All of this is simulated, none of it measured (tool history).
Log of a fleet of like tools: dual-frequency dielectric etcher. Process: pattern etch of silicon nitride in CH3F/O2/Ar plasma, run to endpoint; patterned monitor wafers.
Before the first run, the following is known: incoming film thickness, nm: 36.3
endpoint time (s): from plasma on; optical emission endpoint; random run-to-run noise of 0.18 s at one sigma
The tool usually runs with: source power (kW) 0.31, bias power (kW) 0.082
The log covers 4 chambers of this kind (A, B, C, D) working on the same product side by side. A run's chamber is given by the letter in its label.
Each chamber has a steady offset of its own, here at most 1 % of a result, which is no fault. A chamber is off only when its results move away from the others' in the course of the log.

{"run": "1B", "hour": 11.4, "source power (kW)": 0.31, "bias power (kW)": 0.082, "endpoint time (s)": 54.861}
{"run": "2A", "hour": 20.2, "source power (kW)": 0.31, "bias power (kW)": 0.082, "endpoint time (s)": 55.278}
{"run": "3D", "hour": 28.8, "source power (kW)": 0.31, "bias power (kW)": 0.082, "endpoint time (s)": 55.785}
{"run": "4C", "hour": 34.0, "source power (kW)": 0.31, "bias power (kW)": 0.082, "endpoint time (s)": 55.273}
{"run": "5A", "hour": 45.3, "source power (kW)": 0.31, "bias power (kW)": 0.082, "endpoint time (s)": 55.177}
{"run": "6C", "hour": 54.8, "source power (kW)": 0.31, "bias power (kW)": 0.082, "endpoint time (s)": 55.316}
{"run": "7B", "hour": 60.4, "source power (kW)": 0.31, "bias power (kW)": 0.082, "endpoint time (s)": 54.847}
{"run": "8D", "hour": 68.0, "source power (kW)": 0.31, "bias power (kW)": 0.082, "endpoint time (s)": 55.16}
{"run": "9C", "hour": 78.1, "source power (kW)": 0.31, "bias power (kW)": 0.082, "endpoint time (s)": 55.422}
{"run": "10B", "hour": 85.0, "source power (kW)": 0.31, "bias power (kW)": 0.082, "endpoint time (s)": 54.949}
{"run": "11D", "hour": 90.6, "source power (kW)": 0.31, "bias power (kW)": 0.082, "endpoint time (s)": 55.545}
{"hour": 92.9, "done": "chamber C: wet clean of the chamber"}
{"run": "12A", "hour": 100.3, "source power (kW)": 0.31, "bias power (kW)": 0.082, "endpoint time (s)": 54.944}
{"run": "13B", "hour": 110.7, "source power (kW)": 0.31, "bias power (kW)": 0.082, "endpoint time (s)": 54.838}
{"hour": 112.7, "done": "chamber B: wet clean of the chamber"}
{"run": "14D", "hour": 121.9, "source power (kW)": 0.31, "bias power (kW)": 0.082, "endpoint time (s)": 55.895}
{"run": "15A", "hour": 131.0, "source power (kW)": 0.31, "bias power (kW)": 0.082, "endpoint time (s)": 55.009}
{"run": "16C", "hour": 140.7, "source power (kW)": 0.31, "bias power (kW)": 0.082, "endpoint time (s)": 53.505}
{"run": "17B", "hour": 147.5, "source power (kW)": 0.31, "bias power (kW)": 0.082, "endpoint time (s)": 55.122}
{"run": "18D", "hour": 157.7, "source power (kW)": 0.31, "bias power (kW)": 0.082, "endpoint time (s)": 55.46}
{"run": "19A", "hour": 166.0, "source power (kW)": 0.31, "bias power (kW)": 0.082, "endpoint time (s)": 54.995}
{"run": "20C", "hour": 175.3, "source power (kW)": 0.31, "bias power (kW)": 0.082, "endpoint time (s)": 53.479}
{"run": "21C", "hour": 180.4, "source power (kW)": 0.31, "bias power (kW)": 0.082, "endpoint time (s)": 53.351}
{"run": "22D", "hour": 191.2, "source power (kW)": 0.31, "bias power (kW)": 0.082, "endpoint time (s)": 55.678}
{"run": "23B", "hour": 197.2, "source power (kW)": 0.31, "bias power (kW)": 0.082, "endpoint time (s)": 54.92}
{"run": "24A", "hour": 202.7, "source power (kW)": 0.31, "bias power (kW)": 0.082, "endpoint time (s)": 54.899}
{"run": "25D", "hour": 211.5, "source power (kW)": 0.31, "bias power (kW)": 0.082, "endpoint time (s)": 55.609}

Which is it: a chamber that has drifted or been left off by a service, a gauge drift common to all chambers, or only each chamber's usual small offset? If a chamber is off, name it and its likeliest cause.

A service left chamber C off against the others.
What lies behind it: etch rate over this chamber's usual, % = 3.48.

Which of the 4 candidates below, each the usual settings with something changed and its results left as question marks, puts chamber C back in line with what the other chambers give on the usual settings?
In line means no further than this from the other chambers' mean on the usual settings: endpoint time (s) 0.63
{"run": "26C-1", "hour": 219.8, "source power (kW)": 0.34, "bias power (kW)": 0.088, "endpoint time (s)": "?"}
{"run": "26C-2", "hour": 219.8, "source power (kW)": 0.31, "bias power (kW)": 0.075, "endpoint time (s)": "?"}
{"run": "26C-3", "hour": 219.8, "source power (kW)": 0.28, "bias power (kW)": 0.076, "endpoint time (s)": "?"}
{"run": "26C-4", "hour": 219.8, "source power (kW)": 0.34, "bias power (kW)": 0.082, "endpoint time (s)": "?"}

What the other chambers average on the usual settings: endpoint time (s) 55.229
run=26C-1 endpoint_time_(s)=50.375
run=26C-2 endpoint_time_(s)=55.224
run=26C-3 endpoint_time_(s)=57.099
run=26C-4 endpoint_time_(s)=51.676
The answer is 26C-2, which returns the chamber to within the allowed miss of the others.
